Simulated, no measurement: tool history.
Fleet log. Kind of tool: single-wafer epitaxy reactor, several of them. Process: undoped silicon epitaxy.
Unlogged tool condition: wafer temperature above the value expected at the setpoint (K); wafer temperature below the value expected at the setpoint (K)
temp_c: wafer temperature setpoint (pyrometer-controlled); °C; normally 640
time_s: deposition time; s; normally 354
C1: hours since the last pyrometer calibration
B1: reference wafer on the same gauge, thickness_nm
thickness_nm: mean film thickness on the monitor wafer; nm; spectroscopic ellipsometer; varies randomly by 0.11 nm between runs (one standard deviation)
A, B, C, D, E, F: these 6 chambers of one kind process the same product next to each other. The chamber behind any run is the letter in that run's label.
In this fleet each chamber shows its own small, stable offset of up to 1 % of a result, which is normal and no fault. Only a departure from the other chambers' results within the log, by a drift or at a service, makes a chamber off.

Run 1B, hour 9.4: usual settings; C1 145.5; B1 43.993. Result: thickness_nm 47.692 nm.
Run 2A, hour 17.1: usual settings; C1 371.2; B1 43.973. Result: thickness_nm 47.904 nm.
Run 3E, hour 27.9: usual settings; C1 328; B1 44.007. Result: thickness_nm 48.074 nm.
Run 4F, hour 36.5: usual settings; C1 881.3; B1 44.016. Result: thickness_nm 47.847 nm.
Run 5D, hour 47.9: usual settings; C1 1127.6; B1 44.01. Result: thickness_nm 48.074 nm.
Run 6C, hour 54: usual settings; C1 1845.5; B1 44.027. Result: thickness_nm 47.562 nm.
Run 7A, hour 63.7: usual settings; C1 417.8; B1 44.001. Result: thickness_nm 48.042 nm.
Run 8F, hour 69.8: usual settings; C1 914.6; B1 44.007. Result: thickness_nm 47.935 nm.
Run 9E, hour 79.1: usual settings; C1 379.2; B1 44.038. Result: thickness_nm 47.924 nm.
Run 10C, hour 88.9: usual settings; C1 1880.4; B1 44.031. Result: thickness_nm 47.419 nm.
Run 11B, hour 97.3: usual settings; C1 233.4; B1 43.97. Result: thickness_nm 47.577 nm.
At hour 101.3: chamber D: pyrometer calibrated.
Run 12D, hour 104.5: usual settings; C1 3.2; B1 44.03. Result: thickness_nm 48.983 nm.
Run 13E, hour 116.2: usual settings; C1 416.3; B1 44.009. Result: thickness_nm 48.081 nm.
Run 14A, hour 127.5: usual settings; C1 481.6; B1 43.996. Result: thickness_nm 47.85 nm.
Run 15F, hour 137.5: usual settings; C1 982.3; B1 44.009. Result: thickness_nm 47.926 nm.
Run 16D, hour 146.6: usual settings but temp_c 635 °C, time_s 383 s; C1 45.3; B1 44.01. Result: thickness_nm 47.333 nm.
Run 17B, hour 152.8: usual settings but temp_c 635 °C, time_s 383 s; C1 288.9; B1 44.02. Result: thickness_nm 45.986 nm.
Run 18C, hour 164.5: usual settings but temp_c 635 °C, time_s 383 s; C1 1956; B1 43.969. Result: thickness_nm 45.897 nm.
At hour 174.9: chamber C: pyrometer calibrated.
Run 19A, hour 175.4: usual settings but temp_c 635 °C, time_s 383 s; C1 529.5; B1 43.989. Result: thickness_nm 46.253 nm.
Run 20B, hour 184.1: usual settings but temp_c 635 °C, time_s 383 s; C1 320.2; B1 44.014. Result: thickness_nm 46.006 nm.
Run 21F, hour 190.5: usual settings but temp_c 635 °C, time_s 383 s; C1 1035.3; B1 43.98. Result: thickness_nm 46.241 nm.
Run 22E, hour 195.9: usual settings; C1 496; B1 44.019. Result: thickness_nm 48.121 nm.
Run 23D, hour 207.3: usual settings; C1 106; B1 44.003. Result: thickness_nm 48.868 nm.
Run 24C, hour 213.1: usual settings; C1 38.2; B1 44.031. Result: thickness_nm 47.4 nm.
Run 25D, hour 219.7: usual settings but temp_c 645 °C, time_s 313 s; C1 118.4; B1 43.993. Result: thickness_nm 48.453 nm.
Run 26E, hour 225: usual settings but temp_c 645 °C, time_s 313 s; C1 525.1; B1 44.014. Result: thickness_nm 47.314 nm.
Run 27F, hour 235.8: usual settings but temp_c 645 °C, time_s 313 s; C1 1080.6; B1 44.022. Result: thickness_nm 47.333 nm.
Run 28A, hour 246.4: usual settings but temp_c 645 °C, time_s 313 s; C1 600.5; B1 44.02. Result: thickness_nm 47.317 nm.
Run 29B, hour 252.1: usual settings but temp_c 645 °C, time_s 313 s; C1 388.2; B1 43.989. Result: thickness_nm 46.962 nm.
Run 30C, hour 260.9: usual settings but temp_c 645 °C, time_s 313 s; C1 86; B1 44.024. Result: thickness_nm 46.998 nm.
Run 31F, hour 267.7: usual settings but temp_c 654 °C, time_s 380 s; C1 1112.5; B1 44.005. Result: thickness_nm 69.966 nm.
Run 32C, hour 274: usual settings but temp_c 654 °C, time_s 380 s; C1 99.1; B1 43.987. Result: thickness_nm 69.68 nm.
Run 33A, hour 281.6: usual settings but temp_c 654 °C, time_s 380 s; C1 635.7; B1 43.982. Result: thickness_nm 70.191 nm.
Run 34B, hour 292.8: usual settings but temp_c 654 °C, time_s 380 s; C1 428.9; B1 44.006. Result: thickness_nm 69.215 nm.
Run 35E, hour 300.5: usual settings but temp_c 654 °C, time_s 380 s; C1 600.6; B1 43.996. Result: thickness_nm 69.486 nm.
Run 36D, hour 311.3: usual settings but temp_c 654 °C, time_s 380 s; C1 210; B1 44.005. Result: thickness_nm 71.242 nm.
Run 37B, hour 321.2: usual settings; C1 457.3; B1 43.995. Result: thickness_nm 47.306 nm.

Each of the 6 chambers runs these same settings next. Fill in every chamber's results:
Run 38A, hour 329.6: usual settings but time_s 324 s. Result: thickness_nm ?.
Run 38B, hour 329.6: usual settings but time_s 324 s. Result: thickness_nm ?.
Run 38C, hour 329.6: usual settings but time_s 324 s. Result: thickness_nm ?.
Run 38D, hour 329.6: usual settings but time_s 324 s. Result: thickness_nm ?.
Run 38E, hour 329.6: usual settings but time_s 324 s. Result: thickness_nm ?.
Run 38F, hour 329.6: usual settings but time_s 324 s. Result: thickness_nm ?.

run  thickness_nm
38A        43.985
38B        43.622
38C        43.469
38D        44.832
38E        44.098
38F        43.873

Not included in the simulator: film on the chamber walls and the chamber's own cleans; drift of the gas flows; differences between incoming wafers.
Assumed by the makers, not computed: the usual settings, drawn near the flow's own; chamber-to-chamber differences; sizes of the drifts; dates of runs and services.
